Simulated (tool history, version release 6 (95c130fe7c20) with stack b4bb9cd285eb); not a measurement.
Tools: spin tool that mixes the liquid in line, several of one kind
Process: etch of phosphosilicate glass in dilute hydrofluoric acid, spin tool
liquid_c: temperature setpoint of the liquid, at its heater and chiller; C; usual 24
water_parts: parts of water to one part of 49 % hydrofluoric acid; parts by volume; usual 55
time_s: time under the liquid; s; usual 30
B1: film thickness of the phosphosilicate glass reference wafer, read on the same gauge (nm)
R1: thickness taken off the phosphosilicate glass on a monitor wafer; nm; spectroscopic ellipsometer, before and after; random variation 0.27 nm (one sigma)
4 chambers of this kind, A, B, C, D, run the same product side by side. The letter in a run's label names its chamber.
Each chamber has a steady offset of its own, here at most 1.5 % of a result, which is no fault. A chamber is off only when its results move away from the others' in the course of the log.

run 1C hour=4.8 | liquid_c=24 water_parts=55 time_s=30 | B1=130.04 | R1=51.368
run 2B hour=10.2 | liquid_c=24 water_parts=55 time_s=30 | B1=130.03 | R1=51.779
run 3A hour=15.4 | liquid_c=24 water_parts=55 time_s=30 | B1=129.98 | R1=51.514
run 4D hour=23.3 | liquid_c=24 water_parts=55 time_s=30 | B1=130.00 | R1=51.512
run 5B hour=30.3 | liquid_c=24 water_parts=55 time_s=30 | B1=130.03 | R1=51.257
run 6A hour=37.2 | liquid_c=24 water_parts=55 time_s=30 | B1=129.99 | R1=51.741
run 7D hour=42.8 | liquid_c=24 water_parts=55 time_s=30 | B1=130.01 | R1=52.197
run 8C hour=49.8 | liquid_c=24 water_parts=55 time_s=30 | B1=130.03 | R1=50.991
run 9A hour=55.4 | liquid_c=24 water_parts=55 time_s=30 | B1=130.03 | R1=51.401
run 10B hour=61.9 | liquid_c=24 water_parts=55 time_s=30 | B1=130.02 | R1=51.403
run 11C hour=68.4 | liquid_c=24 water_parts=55 time_s=30 | B1=129.97 | R1=51.254
run 12D hour=72.8 | liquid_c=24 water_parts=55 time_s=30 | B1=130.00 | R1=52.132
run 13A hour=80.0 | liquid_c=24 water_parts=55 time_s=30 | B1=130.02 | R1=51.623
run 14C hour=85.1 | liquid_c=29 water_parts=55 time_s=30 | B1=129.98 | R1=62.969
run 15D hour=88.8 | liquid_c=29 water_parts=55 time_s=30 | B1=130.00 | R1=63.933
run 16B hour=93.5 | liquid_c=29 water_parts=55 time_s=30 | B1=130.02 | R1=62.800
run 17B hour=100.4 | liquid_c=29 water_parts=55 time_s=30 | B1=130.01 | R1=62.716
run 18C hour=107.7 | liquid_c=24 water_parts=55 time_s=30 | B1=130.03 | R1=51.187
run 19D hour=114.2 | liquid_c=24 water_parts=55 time_s=30 | B1=130.01 | R1=52.221
run 20A hour=120.6 | liquid_c=24 water_parts=55 time_s=30 | B1=130.00 | R1=51.245
run 21B hour=125.9 | liquid_c=24 water_parts=55 time_s=30 | B1=130.00 | R1=51.544
run 22C hour=131.3 | liquid_c=24 water_parts=55 time_s=30 | B1=130.00 | R1=51.175
run 23A hour=139.2 | liquid_c=24 water_parts=55 time_s=30 | B1=129.98 | R1=51.331
run 24D hour=146.9 | liquid_c=24 water_parts=55 time_s=30 | B1=130.01 | R1=51.684
run 25A hour=153.8 | liquid_c=24 water_parts=55 time_s=30 | B1=129.99 | R1=51.360
run 26C hour=160.4 | liquid_c=24 water_parts=55 time_s=30 | B1=130.02 | R1=50.878
-- hour=165.8 chamber C: thermometer replaced
run 27B hour=165.9 | liquid_c=24 water_parts=55 time_s=30 | B1=130.01 | R1=51.476
run 28D hour=170.0 | liquid_c=24 water_parts=55 time_s=30 | B1=129.99 | R1=51.909
run 29D hour=173.9 | liquid_c=24 water_parts=55 time_s=30 | B1=130.01 | R1=51.495
run 30B hour=180.1 | liquid_c=24 water_parts=55 time_s=30 | B1=130.01 | R1=51.495
run 31A hour=188.1 | liquid_c=24 water_parts=55 time_s=30 | B1=129.99 | R1=51.846
run 32C hour=195.7 | liquid_c=24 water_parts=55 time_s=30 | B1=130.04 | R1=50.713
run 33C hour=202.3 | liquid_c=24 water_parts=55 time_s=30 | B1=129.99 | R1=51.738
run 34A hour=209.3 | liquid_c=24 water_parts=55 time_s=30 | B1=130.00 | R1=51.003
-- hour=213.9 chamber D: hydrofluoric acid flow meter replaced
run 35B hour=214.1 | liquid_c=24 water_parts=55 time_s=30 | B1=130.01 | R1=51.329
run 36D hour=218.3 | liquid_c=24 water_parts=55 time_s=30 | B1=129.97 | R1=51.936
run 37C hour=223.5 | liquid_c=24 water_parts=55 time_s=30 | B1=129.99 | R1=51.275
-- hour=226.3 chamber A: thermometer replaced
run 38A hour=229.0 | liquid_c=24 water_parts=55 time_s=30 | B1=130.01 | R1=51.582
run 39D hour=233.6 | liquid_c=24 water_parts=55 time_s=30 | B1=130.01 | R1=51.601
run 40B hour=241.9 | liquid_c=24 water_parts=55 time_s=30 | B1=130.02 | R1=51.587
run 41A hour=250.2 | liquid_c=28 water_parts=55 time_s=30 | B1=129.98 | R1=59.957

All 4 chambers run these settings next. Forecast each chamber's results:
run 42A hour=256.2 | liquid_c=24 water_parts=55 time_s=35 | R1=?
run 42B hour=256.2 | liquid_c=24 water_parts=55 time_s=35 | R1=?
run 42C hour=256.2 | liquid_c=24 water_parts=55 time_s=35 | R1=?
run 42D hour=256.2 | liquid_c=24 water_parts=55 time_s=35 | R1=?

run=42A R1=59.330
run=42B R1=60.459
run=42C R1=59.699
run=42D R1=59.928

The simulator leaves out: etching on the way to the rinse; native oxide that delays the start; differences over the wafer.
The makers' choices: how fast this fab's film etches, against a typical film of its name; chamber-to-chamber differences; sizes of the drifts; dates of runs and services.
